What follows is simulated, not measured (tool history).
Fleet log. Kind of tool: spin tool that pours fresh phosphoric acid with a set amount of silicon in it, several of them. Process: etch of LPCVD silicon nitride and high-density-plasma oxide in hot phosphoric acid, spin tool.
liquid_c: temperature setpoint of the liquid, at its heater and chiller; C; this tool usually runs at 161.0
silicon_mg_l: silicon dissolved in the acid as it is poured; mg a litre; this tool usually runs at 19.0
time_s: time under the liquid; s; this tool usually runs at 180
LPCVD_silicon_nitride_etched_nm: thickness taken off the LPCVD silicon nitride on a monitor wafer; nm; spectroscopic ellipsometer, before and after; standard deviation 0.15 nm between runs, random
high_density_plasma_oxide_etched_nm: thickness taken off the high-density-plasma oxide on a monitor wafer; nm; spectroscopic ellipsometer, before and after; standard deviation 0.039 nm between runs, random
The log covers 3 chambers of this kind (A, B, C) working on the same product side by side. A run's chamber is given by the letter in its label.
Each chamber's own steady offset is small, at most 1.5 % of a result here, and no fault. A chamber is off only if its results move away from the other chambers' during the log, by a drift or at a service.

run,day,liquid_c,silicon_mg_l,time_s,hours since the thermometer was replaced,hours since the dissolved silicon flow meter was replaced,hours since the heated supply line was repaired,"read-back film thickness of the LPCVD silicon nitride reference wafer, read on the same gauge (nm)","read-back film thickness of the high-density-plasma oxide reference wafer, read on the same gauge (nm)",LPCVD_silicon_nitride_etched_nm,high_density_plasma_oxide_etched_nm
1C,0.167,161.0,19.0,180,1398.3,517.1,390.5,149.95,99.961,16.862,0.60701
2B,0.475,161.0,19.0,180,1190.2,373.7,1818.2,149.95,100.010,16.672,0.77297
3A,0.688,161.0,19.0,180,1146.5,1224.8,899.9,149.97,100.010,16.701,0.67316
4B,0.833,161.0,19.0,180,1198.8,382.3,1826.8,149.99,100.010,16.895,0.68331
5A,0.992,163.5,8.5,180,1153.8,1232.1,907.2,150.06,100.030,18.473,1.18890
6C,1.204,163.5,8.5,180,1423.2,542.0,415.4,150.00,99.998,18.361,1.17000
7A,1.475,163.5,8.5,180,1165.4,1243.7,918.8,149.96,100.010,18.305,1.15400
8C,1.717,161.0,19.0,180,1435.5,554.3,427.7,149.95,99.973,16.870,0.69028
# day 1.817: chamber A: heated supply line repaired
9B,2.025,161.0,19.0,180,1227.4,410.9,1855.4,150.06,100.030,16.797,0.65923
10B,2.308,161.0,19.0,180,1234.2,417.7,1862.2,149.95,100.020,16.925,0.74577
11C,2.483,161.0,19.0,180,1453.9,572.7,446.1,150.03,100.020,16.470,0.67882
12A,2.792,161.0,19.0,180,1197.0,1275.3,23.5,150.00,99.992,16.821,0.67793
# day 2.921: chamber C: dissolved silicon flow meter replaced
13A,3.112,161.0,28.5,180,1204.7,1283.0,31.2,150.00,99.976,16.824,0.52478
14B,3.421,161.0,28.5,180,1260.9,444.4,1888.9,150.04,99.998,16.856,0.53076
15C,3.692,161.0,28.5,180,1482.9,18.6,475.1,149.97,99.967,16.791,0.53194
16B,3.950,161.0,19.0,180,1273.6,457.1,1901.6,150.00,100.020,16.937,0.68794
17A,4.167,159.0,19.0,180,1230.0,1308.3,56.5,149.97,99.985,15.989,0.64554
18C,4.458,159.0,19.0,180,1501.3,37.0,493.5,150.01,99.999,15.615,0.65987
19A,4.696,159.0,19.0,180,1242.7,1321.0,69.2,149.97,99.996,15.913,0.65335
20B,4.854,161.0,19.0,180,1295.3,478.8,1923.3,149.98,100.010,17.067,0.74808
21C,5.038,161.0,19.0,180,1515.2,50.9,507.4,150.02,99.973,16.806,0.76140
22C,5.279,161.0,19.0,180,1521.0,56.7,513.2,149.98,99.961,17.024,0.76880
23B,5.483,160.0,14.0,180,1310.4,493.9,1938.4,150.00,99.997,16.433,0.74371
24A,5.667,160.0,14.0,180,1266.0,1344.3,92.5,149.98,100.040,16.226,0.67789
25C,5.883,160.0,14.0,180,1535.5,71.2,527.7,150.00,100.030,16.014,0.79961
26B,6.067,161.0,19.0,180,1324.4,507.9,1952.4,150.03,100.030,16.778,0.68759
27A,6.242,161.0,19.0,180,1279.8,1358.1,106.3,149.97,100.020,16.757,0.72143
28A,6.433,161.0,19.0,180,1284.4,1362.7,110.9,150.00,99.943,16.964,0.72584
29B,6.717,161.0,19.0,180,1340.0,523.5,1968.0,150.06,99.996,17.139,0.75771
30C,7.008,161.0,19.0,180,1562.5,98.2,554.7,149.99,100.020,16.590,0.74869
31A,7.283,161.0,19.0,180,1304.8,1383.1,131.3,150.03,99.990,16.840,0.63354
32B,7.458,161.0,19.0,180,1357.8,541.3,1985.8,149.96,100.040,17.004,0.70797
33C,7.633,161.0,19.0,180,1577.5,113.2,569.7,150.01,100.030,16.541,0.72766
34B,7.892,161.0,19.0,180,1368.2,551.7,1996.2,149.97,99.962,16.925,0.65033
35A,8.104,161.0,26.0,270,1324.5,1402.8,151.0,150.03,99.992,25.410,0.86885
36C,8.271,161.0,26.0,270,1592.8,128.5,585.0,150.02,99.990,25.354,0.78845
37C,8.475,161.0,26.0,270,1597.7,133.4,589.9,149.99,99.997,25.561,0.84581

Next, all 3 chambers run the settings below, one line each with question marks for the results. What does each chamber give?
38A,8.712,161.0,19.0,180,,,,,,?,?
38B,8.712,161.0,19.0,180,,,,,,?,?
38C,8.712,161.0,19.0,180,,,,,,?,?

run,LPCVD_silicon_nitride_etched_nm,high_density_plasma_oxide_etched_nm
38A,17.029,0.65661
38B,16.935,0.75269
38C,16.738,0.74426
